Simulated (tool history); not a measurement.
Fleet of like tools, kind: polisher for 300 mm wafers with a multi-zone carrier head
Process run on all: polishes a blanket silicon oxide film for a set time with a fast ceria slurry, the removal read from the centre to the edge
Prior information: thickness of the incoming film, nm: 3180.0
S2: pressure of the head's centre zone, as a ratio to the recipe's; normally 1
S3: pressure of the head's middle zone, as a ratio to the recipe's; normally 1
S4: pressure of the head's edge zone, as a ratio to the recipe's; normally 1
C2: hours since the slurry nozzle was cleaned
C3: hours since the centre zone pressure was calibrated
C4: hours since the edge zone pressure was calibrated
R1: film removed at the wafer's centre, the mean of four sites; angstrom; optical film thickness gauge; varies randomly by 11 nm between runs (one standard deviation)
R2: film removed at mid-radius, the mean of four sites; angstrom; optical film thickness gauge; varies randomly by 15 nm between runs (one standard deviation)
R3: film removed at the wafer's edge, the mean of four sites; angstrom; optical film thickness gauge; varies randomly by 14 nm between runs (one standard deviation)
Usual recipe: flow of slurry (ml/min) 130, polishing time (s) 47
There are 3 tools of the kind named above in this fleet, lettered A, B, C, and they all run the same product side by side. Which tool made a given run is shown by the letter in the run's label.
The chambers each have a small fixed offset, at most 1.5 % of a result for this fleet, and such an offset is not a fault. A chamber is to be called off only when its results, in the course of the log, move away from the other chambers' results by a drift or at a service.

run 1B hour=4.2 | flow_of_slurry_(ml/min)=130 S2=1 S3=1 S4=1 polishing_time_(s)=47 | wafers_polished_on_this_pad=206 C2=7.1 C3=330.4 C4=331.5 | R1=11881 R2=11824 R3=11890
run 2C hour=7.5 | flow_of_slurry_(ml/min)=130 S2=1 S3=1 S4=1 polishing_time_(s)=47 | wafers_polished_on_this_pad=329 C2=461 C3=572.8 C4=516.9 | R1=11615 R2=11942 R3=11947
run 3A hour=10.1 | flow_of_slurry_(ml/min)=130 S2=1 S3=1 S4=1 polishing_time_(s)=47 | wafers_polished_on_this_pad=793 C2=491.5 C3=801 C4=752.3 | R1=11684 R2=12104 R3=11943
run 4C hour=12.9 | flow_of_slurry_(ml/min)=130 S2=1 S3=1 S4=1 polishing_time_(s)=47 | wafers_polished_on_this_pad=415 C2=466.4 C3=578.2 C4=522.3 | R1=11711 R2=11891 R3=11830
run 5B hour=17.5 | flow_of_slurry_(ml/min)=130 S2=1 S3=1 S4=1 polishing_time_(s)=47 | wafers_polished_on_this_pad=418 C2=20.4 C3=343.7 C4=344.8 | R1=11932 R2=12086 R3=12131
run 6A hour=20.9 | flow_of_slurry_(ml/min)=130 S2=1 S3=1 S4=1 polishing_time_(s)=47 | wafers_polished_on_this_pad=966 C2=502.3 C3=811.8 C4=763.1 | R1=11746 R2=11902 R3=11885
run 7C hour=23.5 | flow_of_slurry_(ml/min)=130 S2=1 S3=1 S4=1 polishing_time_(s)=47 | wafers_polished_on_this_pad=584 C2=477 C3=588.8 C4=532.9 | R1=11860 R2=11780 R3=11817
-- hour=23.8 chamber A: worn pad replaced by a new one
run 8B hour=29.1 | flow_of_slurry_(ml/min)=130 S2=1 S3=1 S4=1 polishing_time_(s)=47 | wafers_polished_on_this_pad=603 C2=32 C3=355.3 C4=356.4 | R1=11780 R2=11860 R3=11915
run 9A hour=32.4 | flow_of_slurry_(ml/min)=130 S2=1 S3=1 S4=1 polishing_time_(s)=47 | wafers_polished_on_this_pad=138 C2=513.8 C3=823.3 C4=774.6 | R1=11599 R2=11870 R3=11792
-- hour=33.8 chamber C: worn pad replaced by a new one
-- hour=34.4 chamber B: worn pad replaced by a new one
run 10C hour=36.5 | flow_of_slurry_(ml/min)=130 S2=1 S3=1 S4=1 polishing_time_(s)=47 | wafers_polished_on_this_pad=44 C2=490 C3=601.8 C4=545.9 | R1=11964 R2=11976 R3=11646
run 11A hour=41.6 | flow_of_slurry_(ml/min)=130 S2=1 S3=1 S4=1 polishing_time_(s)=47 | wafers_polished_on_this_pad=285 C2=523 C3=832.5 C4=783.8 | R1=11638 R2=11818 R3=12006
run 12B hour=47.2 | flow_of_slurry_(ml/min)=130 S2=1 S3=1 S4=1 polishing_time_(s)=47 | wafers_polished_on_this_pad=204 C2=50.1 C3=373.4 C4=374.5 | R1=11689 R2=11601 R3=12183
run 13C hour=50.9 | flow_of_slurry_(ml/min)=130 S2=1.11 S3=1 S4=1 polishing_time_(s)=59 | wafers_polished_on_this_pad=274 C2=504.4 C3=616.2 C4=560.3 | R1=16884 R2=15225 R3=14825
run 14A hour=55 | flow_of_slurry_(ml/min)=130 S2=1.11 S3=1 S4=1 polishing_time_(s)=59 | wafers_polished_on_this_pad=499 C2=536.4 C3=845.9 C4=797.2 | R1=15975 R2=14797 R3=15002
run 15B hour=59 | flow_of_slurry_(ml/min)=130 S2=1.11 S3=1 S4=1 polishing_time_(s)=59 | wafers_polished_on_this_pad=392 C2=61.9 C3=385.2 C4=386.3 | R1=16792 R2=14853 R3=14975
run 16B hour=64.2 | flow_of_slurry_(ml/min)=130 S2=1 S3=1 S4=1 polishing_time_(s)=47 | wafers_polished_on_this_pad=475 C2=67.1 C3=390.4 C4=391.5 | R1=11948 R2=11957 R3=12039
run 17A hour=68.7 | flow_of_slurry_(ml/min)=130 S2=1 S3=1 S4=1 polishing_time_(s)=47 | wafers_polished_on_this_pad=718 C2=550.1 C3=859.6 C4=810.9 | R1=11312 R2=11528 R3=11908
run 18C hour=73.4 | flow_of_slurry_(ml/min)=130 S2=1 S3=1 S4=1 polishing_time_(s)=47 | wafers_polished_on_this_pad=633 C2=526.9 C3=638.7 C4=582.8 | R1=12167 R2=11996 R3=11833
run 19A hour=77.4 | flow_of_slurry_(ml/min)=130 S2=1 S3=1 S4=1 polishing_time_(s)=47 | wafers_polished_on_this_pad=856 C2=558.8 C3=868.3 C4=819.6 | R1=11256 R2=11580 R3=11697
-- hour=78.4 chamber C: worn pad replaced by a new one
-- hour=82.3 chamber B: worn pad replaced by a new one
run 20B hour=82.8 | flow_of_slurry_(ml/min)=130 S2=1 S3=1 S4=0.94 polishing_time_(s)=47 | wafers_polished_on_this_pad=7 C2=85.7 C3=409 C4=410.1 | R1=11814 R2=11744 R3=11450
run 21C hour=85.5 | flow_of_slurry_(ml/min)=130 S2=1 S3=1 S4=0.94 polishing_time_(s)=47 | wafers_polished_on_this_pad=113 C2=539 C3=650.8 C4=594.9 | R1=12041 R2=11966 R3=11454
run 22A hour=89.8 | flow_of_slurry_(ml/min)=130 S2=1 S3=1 S4=0.94 polishing_time_(s)=47 | wafers_polished_on_this_pad=1054 C2=571.2 C3=880.7 C4=832 | R1=11264 R2=11334 R3=11184
run 23B hour=92.7 | flow_of_slurry_(ml/min)=130 S2=0.94 S3=1 S4=1 polishing_time_(s)=47 | wafers_polished_on_this_pad=165 C2=95.6 C3=418.9 C4=420 | R1=11003 R2=11834 R3=12080
run 24C hour=96.1 | flow_of_slurry_(ml/min)=130 S2=0.94 S3=1 S4=1 polishing_time_(s)=47 | wafers_polished_on_this_pad=283 C2=549.6 C3=661.4 C4=605.5 | R1=11294 R2=11857 R3=11741
run 25B hour=99.2 | flow_of_slurry_(ml/min)=130 S2=0.94 S3=1 S4=1 polishing_time_(s)=47 | wafers_polished_on_this_pad=269 C2=102.1 C3=425.4 C4=426.5 | R1=10893 R2=11908 R3=11691

Each of the 3 chambers runs these same settings next. Fill in every chamber's results:
run 26A hour=103.3 | flow_of_slurry_(ml/min)=130 S2=1 S3=1 S4=1 polishing_time_(s)=47 | R1=? R2=? R3=?
run 26B hour=103.3 | flow_of_slurry_(ml/min)=130 S2=1 S3=1 S4=1 polishing_time_(s)=47 | R1=? R2=? R3=?
run 26C hour=103.3 | flow_of_slurry_(ml/min)=130 S2=1 S3=1 S4=1 polishing_time_(s)=47 | R1=? R2=? R3=?

run=26A R1=10933 R2=11342 R3=11441
run=26B R1=11810 R2=11772 R3=12053
run=26C R1=12025 R2=11903 R3=11722
